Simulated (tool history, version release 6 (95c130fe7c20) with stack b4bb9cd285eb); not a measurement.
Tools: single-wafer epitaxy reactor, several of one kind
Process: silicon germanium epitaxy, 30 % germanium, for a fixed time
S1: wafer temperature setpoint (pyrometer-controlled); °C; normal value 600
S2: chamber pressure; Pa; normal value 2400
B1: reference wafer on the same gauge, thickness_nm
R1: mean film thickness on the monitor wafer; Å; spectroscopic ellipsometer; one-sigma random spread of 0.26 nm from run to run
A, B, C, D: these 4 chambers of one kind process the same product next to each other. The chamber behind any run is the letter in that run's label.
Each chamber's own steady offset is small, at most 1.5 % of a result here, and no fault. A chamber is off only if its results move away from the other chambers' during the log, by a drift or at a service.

run   hour   S1    S2      B1      R1
 1D    6.9  600  2400  60.567  561.33
 2C   13.7  600  2400    60.6   562.1
 3A   18.9  600  2400  60.626  571.07
 4B   22.8  600  2400  60.627  576.65
 5D   29.3  613  2693  60.591  748.75
 6C   35.6  613  2693  60.644  738.57
 7A   40.6  613  2693  60.625  758.52
 8B   47.2  613  2693  60.536  761.47
 9A   53.9  595  2733  60.549  545.64
10D   61.9  595  2733  60.596  537.98
11C   68.3  595  2733  60.647  537.64
12B   74.8  595  2733  60.657  555.56
13D   82.5  600  2400  60.591  560.27
14C   87.3  614  2400   60.67  703.93
15A   95.5  614  2400  60.617  729.44
16B  101.9  614  2400  60.576   731.7
17B    110  614  2400  60.721  731.51
18D  117.7  600  2400  60.543  562.25
19C  124.6  600  2400  60.658  549.03
20A  130.1  590  2400  60.606  471.75
21D  136.1  590  2400  60.621   470.9
22B  144.3  590  2400  60.565  476.74
23C  151.1  590  2400  60.661  454.16
24A  157.8  600  2400  60.571  568.65
25B  164.3  589  2960  60.549  508.81
26A  167.9  589  2960   60.56  500.08
27C  176.3  589  2960  60.679  476.76
28D  182.5  589  2960  60.621  497.62
29C  190.3  600  2400  60.671  531.03
30A  198.8  600  2400  60.578  567.18
31D    205  600  2400  60.583  565.01

For the next run the whole fleet of 4 chambers uses the same settings. Give each chamber's results:
32A  211.1  600  2400       ?
32B  211.1  600  2400       ?
32C  211.1  600  2400       ?
32D  211.1  600  2400       ?

run      R1
32A  563.99
32B   571.5
32C  527.69
32D  564.36
